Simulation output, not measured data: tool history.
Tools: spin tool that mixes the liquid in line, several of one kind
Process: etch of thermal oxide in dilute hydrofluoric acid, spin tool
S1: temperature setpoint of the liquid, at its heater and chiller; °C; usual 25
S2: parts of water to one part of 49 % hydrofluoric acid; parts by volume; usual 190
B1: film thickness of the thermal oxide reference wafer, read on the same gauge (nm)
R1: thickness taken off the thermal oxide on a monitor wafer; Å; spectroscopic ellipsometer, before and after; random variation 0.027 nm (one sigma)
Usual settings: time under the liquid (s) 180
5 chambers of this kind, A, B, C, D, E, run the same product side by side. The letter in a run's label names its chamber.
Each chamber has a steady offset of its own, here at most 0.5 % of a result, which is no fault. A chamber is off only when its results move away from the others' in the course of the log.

run 1C day=0.254 | S1=25 S2=190 time_under_the_liquid_(s)=180 | B1=100.01 | R1=40.778
run 2A day=0.608 | S1=25 S2=190 time_under_the_liquid_(s)=180 | B1=100 | R1=40.919
run 3E day=0.925 | S1=25 S2=190 time_under_the_liquid_(s)=180 | B1=99.983 | R1=40.36
run 4B day=1.233 | S1=25 S2=190 time_under_the_liquid_(s)=180 | B1=100.02 | R1=40.578
run 5D day=1.421 | S1=25 S2=190 time_under_the_liquid_(s)=180 | B1=100.02 | R1=40.698
run 6C day=1.771 | S1=25 S2=190 time_under_the_liquid_(s)=180 | B1=100.02 | R1=40.9
run 7D day=2.138 | S1=25 S2=190 time_under_the_liquid_(s)=180 | B1=99.99 | R1=40.996
run 8A day=2.438 | S1=25 S2=190 time_under_the_liquid_(s)=180 | B1=100.03 | R1=40.421
run 9E day=2.712 | S1=25 S2=190 time_under_the_liquid_(s)=180 | B1=100.01 | R1=40.112
run 10B day=2.946 | S1=25 S2=190 time_under_the_liquid_(s)=180 | B1=100.04 | R1=40.713
run 11D day=3.112 | S1=25 S2=190 time_under_the_liquid_(s)=180 | B1=100.03 | R1=40.489
run 12A day=3.408 | S1=25 S2=190 time_under_the_liquid_(s)=180 | B1=99.977 | R1=40.206
run 13E day=3.658 | S1=25 S2=190 time_under_the_liquid_(s)=180 | B1=100.03 | R1=40.585
run 14B day=4.012 | S1=25 S2=190 time_under_the_liquid_(s)=180 | B1=99.996 | R1=41.492
run 15C day=4.312 | S1=25 S2=190 time_under_the_liquid_(s)=180 | B1=100.01 | R1=40.786
run 16C day=4.512 | S1=25 S2=190 time_under_the_liquid_(s)=180 | B1=99.991 | R1=40.734
run 17A day=4.754 | S1=25 S2=190 time_under_the_liquid_(s)=180 | B1=100.02 | R1=39.906
run 18D day=5.029 | S1=25 S2=190 time_under_the_liquid_(s)=180 | B1=100 | R1=41.138
run 19B day=5.371 | S1=25 S2=190 time_under_the_liquid_(s)=180 | B1=99.969 | R1=40.681
run 20E day=5.588 | S1=25 S2=190 time_under_the_liquid_(s)=180 | B1=99.992 | R1=40.995
run 21C day=5.933 | S1=25 S2=190 time_under_the_liquid_(s)=180 | B1=99.972 | R1=41.214
run 22B day=6.225 | S1=25 S2=190 time_under_the_liquid_(s)=180 | B1=99.97 | R1=41.196
run 23E day=6.504 | S1=25 S2=190 time_under_the_liquid_(s)=180 | B1=99.993 | R1=41.029
run 24A day=6.746 | S1=25 S2=190 time_under_the_liquid_(s)=180 | B1=100 | R1=40.515
run 25D day=6.921 | S1=25 S2=155 time_under_the_liquid_(s)=180 | B1=99.975 | R1=51.541
run 26A day=7.175 | S1=25 S2=155 time_under_the_liquid_(s)=180 | B1=100.04 | R1=51.293
run 27E day=7.533 | S1=25 S2=155 time_under_the_liquid_(s)=180 | B1=99.977 | R1=52.987
run 28C day=7.746 | S1=25 S2=155 time_under_the_liquid_(s)=180 | B1=99.972 | R1=52.264
run 29B day=8.008 | S1=25 S2=155 time_under_the_liquid_(s)=180 | B1=99.999 | R1=52.005
run 30D day=8.296 | S1=25 S2=190 time_under_the_liquid_(s)=180 | B1=100.02 | R1=41.037
run 31C day=8.612 | S1=25 S2=190 time_under_the_liquid_(s)=180 | B1=100.01 | R1=41.155
run 32B day=8.942 | S1=25 S2=190 time_under_the_liquid_(s)=280 | B1=99.996 | R1=63.634
run 33D day=9.225 | S1=25 S2=190 time_under_the_liquid_(s)=280 | B1=99.97 | R1=63.688
run 34A day=9.421 | S1=25 S2=190 time_under_the_liquid_(s)=280 | B1=99.979 | R1=62.288
run 35E day=9.754 | S1=25 S2=190 time_under_the_liquid_(s)=280 | B1=99.988 | R1=65.511
run 36E day=10.029 | S1=25 S2=190 time_under_the_liquid_(s)=280 | B1=100 | R1=66.438
run 37A day=10.254 | S1=25 S2=190 time_under_the_liquid_(s)=180 | B1=99.992 | R1=40.558
run 38B day=10.621 | S1=25 S2=190 time_under_the_liquid_(s)=180 | B1=99.99 | R1=41.086
run 39D day=10.842 | S1=25 S2=190 time_under_the_liquid_(s)=140 | B1=100 | R1=31.164
run 40C day=11.017 | S1=25 S2=190 time_under_the_liquid_(s)=140 | B1=100.05 | R1=31.672
run 41D day=11.258 | S1=25 S2=190 time_under_the_liquid_(s)=140 | B1=99.957 | R1=31.776
run 42A day=11.583 | S1=25 S2=190 time_under_the_liquid_(s)=140 | B1=100.01 | R1=31.835

Next, every chamber runs the same settings. What will each give?
run 43A day=11.85 | S1=25 S2=190 time_under_the_liquid_(s)=115 | R1=?
run 43B day=11.85 | S1=25 S2=190 time_under_the_liquid_(s)=115 | R1=?
run 43C day=11.85 | S1=25 S2=190 time_under_the_liquid_(s)=115 | R1=?
run 43D day=11.85 | S1=25 S2=190 time_under_the_liquid_(s)=115 | R1=?
run 43E day=11.85 | S1=25 S2=190 time_under_the_liquid_(s)=115 | R1=?

run=43A R1=25.814
run=43B R1=25.858
run=43C R1=26.21
run=43D R1=25.942
run=43E R1=27.493
